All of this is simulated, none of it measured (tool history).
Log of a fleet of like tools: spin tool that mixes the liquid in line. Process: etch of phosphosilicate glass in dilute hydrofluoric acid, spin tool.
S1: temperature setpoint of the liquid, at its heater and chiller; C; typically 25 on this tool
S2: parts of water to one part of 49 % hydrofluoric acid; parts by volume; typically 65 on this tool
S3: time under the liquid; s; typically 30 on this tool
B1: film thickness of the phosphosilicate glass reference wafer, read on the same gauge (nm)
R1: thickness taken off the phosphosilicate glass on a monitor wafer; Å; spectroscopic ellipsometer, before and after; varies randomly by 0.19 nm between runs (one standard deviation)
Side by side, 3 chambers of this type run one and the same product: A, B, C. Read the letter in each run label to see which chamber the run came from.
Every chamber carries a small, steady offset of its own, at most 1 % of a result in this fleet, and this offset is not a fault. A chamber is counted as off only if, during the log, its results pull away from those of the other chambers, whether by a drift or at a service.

run  hour  S1  S2  S3      B1      R1
 1C   3.2  25  65  30  79.969  546.22
 2B   8.9  25  65  30  79.972  549.67
 3A  14.3  25  65  30  80.013  550.04
 4B  17.9  25  65  30  79.993  545.63
 5A  22.8  25  65  30  80.015  550.85
 6C  25.6  25  55  30  79.972  654.13
 7B  29.8  25  55  30  79.958  653.62
 8C  35.4  25  55  30  80.004  654.20
 9A  38.6  25  65  30  79.983  548.49
10B  42.2  25  65  30  79.994  546.41
     43.9  -- chamber B: thermometer replaced
11A  44.8  25  65  30  79.998  548.44
12C  48.0  25  65  30  80.040  543.87
13A  53.2  25  65  30  80.022  542.55
14B  55.7  25  65  30  79.976  545.10
15C  60.3  25  65  30  79.987  548.07
16A  65.6  25  65  30  79.999  538.92
17C  69.7  25  65  30  80.010  546.06
18B  75.4  25  65  30  79.998  549.21
19A  80.2  25  65  30  80.002  530.37
20C  85.9  25  65  30  79.971  541.09
21B  89.7  25  65  30  80.003  548.08
22A  92.5  25  65  30  79.973  525.47
23B  96.5  25  65  30  79.990  546.38

Each of the 3 chambers runs these same settings next. Fill in every chamber's results:
24A  100.6  25  65  30       ?
24B  100.6  25  65  30       ?
24C  100.6  25  65  30       ?

run      R1
24A  526.08
24B  549.70
24C  545.91
